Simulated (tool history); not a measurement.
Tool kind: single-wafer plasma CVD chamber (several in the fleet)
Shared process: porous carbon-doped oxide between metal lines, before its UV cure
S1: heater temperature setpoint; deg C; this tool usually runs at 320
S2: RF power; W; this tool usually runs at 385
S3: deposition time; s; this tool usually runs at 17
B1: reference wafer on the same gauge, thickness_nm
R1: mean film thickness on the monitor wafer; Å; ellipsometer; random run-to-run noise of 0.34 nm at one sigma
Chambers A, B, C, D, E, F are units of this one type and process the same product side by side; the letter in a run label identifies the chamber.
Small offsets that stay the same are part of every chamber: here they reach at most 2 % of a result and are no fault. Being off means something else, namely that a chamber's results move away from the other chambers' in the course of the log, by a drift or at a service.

Run 1D, hour 6.6: usual settings; B1 79.507. Result: R1 696.8 Å.
Run 2E, hour 12.6: usual settings; B1 79.507. Result: R1 688.22 Å.
Run 3C, hour 18.2: usual settings; B1 79.527. Result: R1 696.6 Å.
Run 4F, hour 27: usual settings; B1 79.547. Result: R1 707.18 Å.
Run 5A, hour 34.2: usual settings; B1 79.536. Result: R1 700.92 Å.
Run 6B, hour 43.3: usual settings; B1 79.56. Result: R1 696.09 Å.
Run 7D, hour 48.5: usual settings but S1 314 deg C; B1 79.515. Result: R1 716.09 Å.
Run 8F, hour 54.7: usual settings but S1 314 deg C; B1 79.44. Result: R1 733.31 Å.
Run 9E, hour 61.8: usual settings but S1 314 deg C; B1 79.449. Result: R1 716.72 Å.
Run 10B, hour 69.2: usual settings but S1 314 deg C; B1 79.518. Result: R1 713.06 Å.
Run 11A, hour 80.4: usual settings but S1 314 deg C; B1 79.508. Result: R1 720.42 Å.
Run 12C, hour 89.9: usual settings but S1 314 deg C; B1 79.44. Result: R1 712.12 Å.
At hour 94.9: chamber F: RF generator calibrated.
Run 13F, hour 100.5: usual settings; B1 79.543. Result: R1 708.49 Å.
Run 14E, hour 110.9: usual settings; B1 79.542. Result: R1 695.51 Å.
At hour 115.8: chamber F: thermocouple changed; heater temperature recalibrated.
Run 15B, hour 120.3: usual settings; B1 79.567. Result: R1 692.34 Å.
Run 16A, hour 126.8: usual settings; B1 79.509. Result: R1 694.77 Å.
Run 17D, hour 136.4: usual settings; B1 79.456. Result: R1 692.18 Å.
Run 18C, hour 147.3: usual settings; B1 79.599. Result: R1 696.21 Å.
Run 19C, hour 158.5: usual settings; B1 79.455. Result: R1 694.34 Å.
Run 20F, hour 164.9: usual settings; B1 79.592. Result: R1 716.48 Å.
Run 21A, hour 171.8: usual settings; B1 79.479. Result: R1 697.53 Å.
Run 22E, hour 179.1: usual settings; B1 79.497. Result: R1 695.84 Å.
Run 23B, hour 189.3: usual settings; B1 79.537. Result: R1 698.79 Å.
Run 24D, hour 199.9: usual settings; B1 79.542. Result: R1 695.27 Å.
At hour 201.4: chamber E: RF generator calibrated.
Run 25F, hour 206.1: usual settings; B1 79.525. Result: R1 719.26 Å.
At hour 208.1: chamber A: RF generator calibrated.
Run 26A, hour 214.6: usual settings; B1 79.512. Result: R1 697.56 Å.
Run 27B, hour 226.6: usual settings; B1 79.45. Result: R1 691.49 Å.
Run 28C, hour 236.5: usual settings; B1 79.479. Result: R1 693.88 Å.
Run 29E, hour 245.1: usual settings; B1 79.586. Result: R1 690.54 Å.
Run 30D, hour 252.3: usual settings; B1 79.561. Result: R1 693.05 Å.
Run 31B, hour 260.3: usual settings; B1 79.449. Result: R1 697.9 Å.
Run 32C, hour 270.7: usual settings; B1 79.603. Result: R1 703.14 Å.
Run 33E, hour 276.1: usual settings but S3 18.8 s; B1 79.542. Result: R1 760.15 Å.
Run 34A, hour 286.2: usual settings but S3 18.8 s; B1 79.526. Result: R1 776.1 Å.
Run 35F, hour 293.5: usual settings but S3 18.8 s; B1 79.426. Result: R1 793.31 Å.
Run 36D, hour 301.9: usual settings but S3 18.8 s; B1 79.463. Result: R1 765.39 Å.
Run 37E, hour 310.7: usual settings but S3 18.8 s; B1 79.597. Result: R1 765.5 Å.
Run 38C, hour 321.4: usual settings but S3 18.8 s; B1 79.465. Result: R1 769.9 Å.
Run 39D, hour 327.9: usual settings; B1 79.552. Result: R1 693.03 Å.
Run 40F, hour 337.4: usual settings; B1 79.361. Result: R1 716.09 Å.
Run 41A, hour 344.4: usual settings; B1 79.574. Result: R1 699.66 Å.
Run 42B, hour 356.5: usual settings; B1 79.491. Result: R1 694.96 Å.

What goes on in this fleet: one chamber off, a drifting gauge, or nothing beyond the chambers' own small offsets? Name the chamber and the cause, if any.

Chamber F came out of a service off from its peers and stayed that way.
Most likely cause: wafer temperature below the value expected at the setpoint (K) = 4.78.

Here are 4 candidates for chamber F's next run, each the usual settings with a change, their results left as question marks. Which one brings its results back in line with what the others give on the usual settings?
In line means no further than this from the other chambers' mean on the usual settings: R1 12 Å
Run 43F-1, hour 365.1: usual settings but S2 370 W, S3 16.2 s. Result: R1 ?.
Run 43F-2, hour 365.1: usual settings but S1 318 deg C, S3 18.1 s. Result: R1 ?.
Run 43F-3, hour 365.1: usual settings but S1 327 deg C. Result: R1 ?.
Run 43F-4, hour 365.1: usual settings but S1 319 deg C, S2 400 W. Result: R1 ?.

The mean the other chambers reach with the usual settings: R1 695.24 Å
  run      R1
43F-1  668.51
43F-2  776.19
43F-3  697.48
43F-4  748.69
The answer is 43F-3, which returns the chamber to within the allowed miss of the others.

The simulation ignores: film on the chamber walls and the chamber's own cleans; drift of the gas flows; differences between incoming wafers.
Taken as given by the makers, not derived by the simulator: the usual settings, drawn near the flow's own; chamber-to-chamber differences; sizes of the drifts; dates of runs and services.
